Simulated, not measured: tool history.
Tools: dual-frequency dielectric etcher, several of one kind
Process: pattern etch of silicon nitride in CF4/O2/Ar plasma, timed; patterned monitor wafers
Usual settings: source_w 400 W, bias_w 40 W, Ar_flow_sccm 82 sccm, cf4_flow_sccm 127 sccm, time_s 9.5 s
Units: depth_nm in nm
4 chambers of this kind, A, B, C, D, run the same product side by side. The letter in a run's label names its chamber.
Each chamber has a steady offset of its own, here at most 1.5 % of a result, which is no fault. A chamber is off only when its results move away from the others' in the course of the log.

run    day  source_w  bias_w  Ar_flow_sccm  cf4_flow_sccm  time_s  hours since the last wet clean  hours since the last source power generator calibration  hours since the last bias power generator calibration  hours since the last Ar flow controller change  hours since the last CF4 flow controller change  read-back reference wafer on the same gauge, depth_nm  depth_nm
 1A  0.192       400      40            82            127     9.5                            11.4                                                    910.5                                                  521.7                                          1722.5                                           1906.3                                                 15.085    14.559
 2C    0.4       400      40            82            127     9.5                           507.1                                                    429.1                                                   33.1                                           786.1                                           1244.6                                                 15.107    14.334
 3D  0.575       400      40            82            127     9.5                           185.6                                                   3791.8                                                  674.5                                          3575.2                                           2539.8                                                 15.106    14.216
 4B    0.8       400      40            82            127     9.5                           419.9                                                   2752.1                                                  833.9                                          1530.8                                            241.9                                                   15.1    14.382
 5C  1.025       400      40            82            127     9.5                           522.1                                                    444.1                                                   48.1                                           801.1                                           1259.6                                                 15.113    14.419
 6B  1.254       400      40            82            127     9.5                           430.8                                                     2763                                                  844.8                                          1541.7                                            252.8                                                 15.124    14.229
 7A  1.492       400      40            82            127     9.5                            42.6                                                    941.7                                                  552.9                                          1753.7                                           1937.5                                                 15.094    14.587
 8D   1.65       400      40            82            127     9.5                           211.4                                                   3817.6                                                  700.3                                            3601                                           2565.6                                                 15.095    14.505
 9B  1.871       400      40            82            127     9.5                           445.6                                                   2777.8                                                  859.6                                          1556.5                                            267.6                                                 15.109    14.188
10D  2.125       400      40            82            127     9.5                           222.8                                                     3829                                                  711.7                                          3612.4                                             2577                                                 15.093    14.461
     2.225  -- chamber C: wet clean of the chamber
11A  2.271       400      40            82            127     9.5                            61.3                                                    960.4                                                  571.6                                          1772.4                                           1956.2                                                 15.101    14.346
12C  2.508       400      40            82            127     9.5                             6.9                                                    479.7                                                   83.7                                           836.7                                           1295.2                                                 15.102    14.443
13B  2.721       400      40            82            127     9.5                             466                                                   2798.2                                                    880                                          1576.9                                              288                                                   15.1    14.333
14C  2.842       400      40            82            127     9.5                            14.9                                                    487.7                                                   91.7                                           844.7                                           1303.2                                                 15.106    14.405
15D   3.05       400      40            82            127     9.5                             245                                                   3851.2                                                  733.9                                          3634.6                                           2599.2                                                 15.109    14.493
16A  3.179       400      40            82            127     9.5                            83.1                                                    982.2                                                  593.4                                          1794.2                                             1978                                                 15.116     14.59
17D  3.321       400      40            82            127     9.5                           251.5                                                   3857.7                                                  740.4                                          3641.1                                           2605.7                                                 15.097     14.36
     3.388  -- chamber B: wet clean of the chamber
18B  3.521       400      40            82            127     9.5                             3.2                                                   2817.4                                                  899.2                                          1596.1                                            307.2                                                 15.114    13.708
19C  3.667       400      40            82            127     9.5                            34.7                                                    507.5                                                  111.5                                           864.5                                             1323                                                  15.09    14.416
20A  3.867       400      40            82            127     9.5                            99.6                                                    998.7                                                  609.9                                          1810.7                                           1994.5                                                 15.111    14.641
21B  4.038       400      40            82            127     9.5                            15.6                                                   2829.8                                                  911.6                                          1608.5                                            319.6                                                 15.093    13.694
22C  4.154       400      40            82            127     9.5                            46.4                                                    519.2                                                  123.2                                           876.2                                           1334.7                                                 15.093    14.254
23D  4.304       400      40            82            127     9.5                           275.1                                                   3881.3                                                    764                                          3664.7                                           2629.3                                                 15.089    14.385
24A  4.467       400      40            82            127     9.5                             114                                                   1013.1                                                  624.3                                          1825.1                                           2008.9                                                 15.086    14.725
25B  4.671       400      40            82            127     9.5                            30.8                                                     2845                                                  926.8                                          1623.7                                            334.8                                                 15.106    13.624
26C  4.821       400      40            82            127     9.5                            62.4                                                    535.2                                                  139.2                                           892.2                                           1350.7                                                 15.107    14.327
27D  5.042       400      40            82            127     9.5                           292.8                                                     3899                                                  781.7                                          3682.4                                             2647                                                 15.118    14.547
28A  5.158       330      40            82            127     9.5                           130.6                                                   1029.7                                                  640.9                                          1841.7                                           2025.5                                                  15.09     12.26
29C  5.283       330      40            82            127     9.5                            73.5                                                    546.3                                                  150.3                                           903.3                                           1361.8                                                 15.099    12.039
30D  5.521       330      40            82            127     9.5                           304.3                                                   3910.5                                                  793.2                                          3693.9                                           2658.5                                                 15.092    12.122
31B  5.717       330      40            82            127     9.5                            55.9                                                   2870.1                                                  951.9                                          1648.8                                            359.9                                                 15.137    11.485
32A  5.954       400      40            82            127     9.5                           149.7                                                   1048.8                                                    660                                          1860.8                                           2044.6                                                 15.105    14.414
33C  6.196       400      40            82            127     9.5                            95.4                                                    568.2                                                  172.2                                           925.2                                           1383.7                                                 15.114    14.459
34D  6.442       400      40           101            127     9.5                           326.4                                                   3932.6                                                  815.3                                            3716                                           2680.6                                                 15.109    14.162
35A  6.692       400      40           101            127     9.5                           167.4                                                   1066.5                                                  677.7                                          1878.5                                           2062.3                                                 15.119    14.187
36B  6.883       400      40           101            127     9.5                            83.9                                                   2898.1                                                  979.9                                          1676.8                                            387.9                                                 15.085    13.328
37A  7.117       400      40           101            127     9.5                           177.6                                                   1076.7                                                  687.9                                          1888.7                                           2072.5                                                   15.1    14.163
38B  7.342       400      40            82            127     9.5                            94.9                                                   2909.1                                                  990.9                                          1687.8                                            398.9                                                 15.101    13.655
39C  7.479       400      40            82            147     9.5                           126.2                                                      599                                                    203                                             956                                           1414.5                                                  15.12    14.577
40D   7.65       400      40            82            147     9.5                           355.4                                                   3961.6                                                  844.3                                            3745                                           2709.6                                                  15.09    14.659
41D  7.779       400      40            82            147     9.5                           358.5                                                   3964.7                                                  847.4                                          3748.1                                           2712.7                                                 15.118    14.511
42B  7.925       400      40            82            147     9.5                           108.9                                                   2923.1                                                 1004.9                                          1701.8                                            412.9                                                 15.085    13.919

What goes on in this fleet: one chamber off, a drifting gauge, or nothing beyond the chambers' own small offsets? Name the chamber and the cause, if any.

A service left chamber B off against the others.
Cause: etch rate under this chamber's usual, % = 4.51.

Here are 4 candidates for chamber B's next run, each the usual settings with a change, their results left as question marks. Which one brings its results back in line with what the others give on the usual settings?
In line means no further than this from the other chambers' mean on the usual settings: depth_nm 0.34 nm
43B-1  8.108       400      46            78            127     9.5                                                                                                                                                                                                                                                                                                                 ?
43B-2  8.108       400      40            82            127       9                                                                                                                                                                                                                                                                                                                 ?
43B-3  8.108       410      40            82            127     9.5                                                                                                                                                                                                                                                                                                                 ?
43B-4  8.108       400      40            93            127     9.5                                                                                                                                                                                                                                                                                                                 ?

The other chambers' mean on the usual settings: depth_nm 14.437 nm
  run  depth_nm
43B-1     14.42
43B-2    12.937
43B-3    13.951
43B-4    13.465
43B-1 brings the chamber back in line.

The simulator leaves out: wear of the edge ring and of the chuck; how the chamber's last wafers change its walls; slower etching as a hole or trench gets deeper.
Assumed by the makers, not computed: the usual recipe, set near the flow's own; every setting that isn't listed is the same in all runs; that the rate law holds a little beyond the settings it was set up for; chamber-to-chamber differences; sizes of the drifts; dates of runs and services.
